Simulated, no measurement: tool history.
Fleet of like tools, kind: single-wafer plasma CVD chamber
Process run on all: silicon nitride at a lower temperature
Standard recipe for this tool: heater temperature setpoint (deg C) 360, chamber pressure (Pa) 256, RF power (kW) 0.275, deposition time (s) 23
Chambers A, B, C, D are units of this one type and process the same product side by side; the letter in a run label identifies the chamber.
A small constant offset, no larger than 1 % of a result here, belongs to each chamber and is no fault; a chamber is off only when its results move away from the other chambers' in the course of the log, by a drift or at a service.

run,hour,heater temperature setpoint (deg C),chamber pressure (Pa),RF power (kW),deposition time (s),"read-back reference wafer on the same gauge, thickness_nm",mean film thickness on the monitor wafer (nm)
# hour 3.9: chamber D: RF generator calibrated
1D,9.5,360,256,0.275,23,25.502,26.589
2B,18.2,360,256,0.275,23,25.511,26.865
3A,28.5,360,256,0.275,23,25.513,26.733
4C,38,360,256,0.275,23,25.52,26.841
5C,44.6,360,256,0.275,23,25.518,26.91
6D,50.6,360,256,0.275,23,25.517,26.604
7B,60.6,360,256,0.275,23,25.532,26.913
8A,69.6,360,256,0.275,23,25.544,26.746
9D,79.6,360,319,0.275,26.1,25.537,31.961
10A,89.3,360,319,0.275,26.1,25.531,32.129
11B,96.6,360,319,0.275,26.1,25.541,32.404
# hour 105.5: chamber C: thermocouple changed; heater temperature recalibrated
12C,106.8,360,319,0.275,26.1,25.558,32.191
13C,113.3,360,256,0.275,23,25.553,26.895
# hour 118.8: chamber B: RF generator calibrated
14B,118.9,360,256,0.275,23,25.555,26.883
15A,128.5,360,256,0.275,23,25.565,26.704
16D,137.8,360,256,0.275,23,25.577,26.629
17B,148.2,360,256,0.275,23,25.567,26.94
18C,153.6,360,256,0.275,23,25.576,26.948
19A,158.9,360,256,0.275,23,25.576,26.813
20D,167.4,360,256,0.275,23,25.578,26.674
21D,177,360,256,0.275,23,25.58,26.644
22A,183.7,360,256,0.275,23,25.592,26.807
23B,193.6,360,256,0.275,23,25.597,26.931
24C,204,360,256,0.275,23,25.599,26.878
25C,211.9,360,256,0.275,23,25.595,26.965
26D,218,360,256,0.275,23,25.612,26.646
27A,227.8,360,256,0.275,23,25.615,26.89
28B,235.3,360,256,0.275,23,25.613,26.99
29A,243.1,360,256,0.275,23,25.616,26.868
30C,252.4,360,256,0.275,23,25.62,26.986
31B,261.3,375,216,0.275,23,25.632,25.617
32D,271.9,375,216,0.275,23,25.625,25.313
33C,280,375,216,0.275,23,25.643,25.584
34B,285,375,216,0.275,23,25.631,25.686
35A,295.9,360,256,0.275,23,25.636,26.87
36D,301.3,360,207,0.275,23,25.638,25.158
37B,311.2,360,207,0.275,23,25.652,25.483
38D,316.3,360,207,0.275,23,25.65,25.158
39A,322.3,360,207,0.275,23,25.655,25.363

Is one chamber off against the others, does the gauge drift, or is nothing wrong? If a chamber is off, say which, and what the likeliest cause is.

It is the gauge, not a chamber: its drift shows up in every chamber's results at once, and no chamber is off.
What lies behind it: gauge reads high (%) = 0.613.
